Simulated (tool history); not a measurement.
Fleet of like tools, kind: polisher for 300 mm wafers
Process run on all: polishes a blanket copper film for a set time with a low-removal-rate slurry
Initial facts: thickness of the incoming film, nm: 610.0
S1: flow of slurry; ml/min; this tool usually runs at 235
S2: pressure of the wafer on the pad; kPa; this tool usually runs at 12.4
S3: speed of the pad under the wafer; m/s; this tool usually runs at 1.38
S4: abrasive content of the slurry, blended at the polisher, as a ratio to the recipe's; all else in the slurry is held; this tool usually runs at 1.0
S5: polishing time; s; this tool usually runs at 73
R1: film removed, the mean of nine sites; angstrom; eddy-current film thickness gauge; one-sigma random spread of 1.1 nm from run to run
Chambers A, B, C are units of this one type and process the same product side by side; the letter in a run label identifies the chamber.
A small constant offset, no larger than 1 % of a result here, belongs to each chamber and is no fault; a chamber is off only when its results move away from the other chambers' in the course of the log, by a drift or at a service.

Run 1A, hour 5.0: usual settings. Result: R1 1786.5 angstrom.
Run 2C, hour 9.7: usual settings. Result: R1 1805.1 angstrom.
Run 3B, hour 13.7: usual settings. Result: R1 1810.5 angstrom.
Run 4C, hour 16.9: usual settings. Result: R1 1785.2 angstrom.
Run 5A, hour 19.8: usual settings. Result: R1 1783.5 angstrom.
Run 6B, hour 22.3: usual settings. Result: R1 1790.2 angstrom.
At hour 25.4: chamber B: worn pad replaced by a new one.
Run 7C, hour 26.6: usual settings but S4 0.7, S5 83 s. Result: R1 1904.2 angstrom.
Run 8A, hour 31.1: usual settings but S4 0.7, S5 83 s. Result: R1 1892.4 angstrom.
Run 9B, hour 34.0: usual settings but S4 0.7, S5 83 s. Result: R1 1884.7 angstrom.
At hour 35.9: chamber B: head pressure recalibrated.
Run 10B, hour 38.0: usual settings but S5 94 s. Result: R1 2127.2 angstrom.
Run 11C, hour 40.4: usual settings but S5 94 s. Result: R1 2313.0 angstrom.
Run 12A, hour 45.2: usual settings but S5 94 s. Result: R1 2282.8 angstrom.
Run 13C, hour 48.2: usual settings. Result: R1 1807.8 angstrom.
Run 14A, hour 51.6: usual settings. Result: R1 1768.7 angstrom.
At hour 52.6: chamber C: worn pad replaced by a new one.
Run 15B, hour 54.2: usual settings but S3 1.60 m/s. Result: R1 1947.3 angstrom.
Run 16C, hour 59.2: usual settings but S3 1.60 m/s. Result: R1 2097.6 angstrom.
Run 17B, hour 61.4: usual settings but S3 1.60 m/s. Result: R1 1930.0 angstrom.
Run 18A, hour 65.7: usual settings. Result: R1 1781.7 angstrom.
Run 19B, hour 70.4: usual settings. Result: R1 1667.8 angstrom.
Run 20A, hour 73.2: usual settings but S1 310 ml/min, S2 15.2 kPa. Result: R1 2254.2 angstrom.
Run 21C, hour 76.6: usual settings but S1 310 ml/min, S2 15.2 kPa. Result: R1 2263.9 angstrom.
Run 22B, hour 79.9: usual settings but S1 310 ml/min, S2 15.2 kPa. Result: R1 2102.2 angstrom.
Run 23C, hour 83.5: usual settings. Result: R1 1780.1 angstrom.
Run 24A, hour 87.4: usual settings. Result: R1 1797.6 angstrom.
At hour 89.1: chamber B: worn pad replaced by a new one.
At hour 89.6: chamber C: slurry nozzle cleaned.
Run 25C, hour 91.5: usual settings. Result: R1 1797.1 angstrom.
Run 26A, hour 96.4: usual settings. Result: R1 1809.4 angstrom.
Run 27B, hour 99.1: usual settings. Result: R1 1678.7 angstrom.
At hour 100.6: chamber A: worn pad replaced by a new one.
Run 28A, hour 103.1: usual settings but S1 165 ml/min, S2 10.3 kPa. Result: R1 1438.3 angstrom.
Run 29B, hour 106.2: usual settings but S1 165 ml/min, S2 10.3 kPa. Result: R1 1318.0 angstrom.
Run 30C, hour 108.7: usual settings but S1 165 ml/min, S2 10.3 kPa. Result: R1 1429.5 angstrom.

Decide between three cases: one chamber stands off from its peers, the gauge reading all wafers drifts, or nothing is wrong past each chamber's small offset. Where a chamber is off, say which and what most likely put it there.

After it was serviced, chamber B no longer matches the other chambers.
Most likely cause: head's pressure below its setpoint, % = 7.88.

Below are 4 candidate recipes for chamber B's next run, each the usual settings with a change, their results shown as question marks. Which of them brings B's results back in line with what the other chambers give on the usual settings?
A result is in line if it is within this distance of the other chambers' mean on the usual settings: R1 39.0 angstrom
Run 31B-1, hour 112.2: usual settings but S5 79 s. Result: R1 ?.
Run 31B-2, hour 112.2: usual settings but S2 11.7 kPa, S5 67 s. Result: R1 ?.
Run 31B-3, hour 112.2: usual settings but S2 14.5 kPa. Result: R1 ?.
Run 31B-4, hour 112.2: usual settings but S3 1.28 m/s. Result: R1 ?.

Average result of the remaining chambers running the usual settings: R1 1797.5 angstrom
  run      R1
31B-1  1797.0
31B-2  1439.3
31B-3  1937.5
31B-4  1538.4
31B-1 puts the chamber back in line with the other chambers.
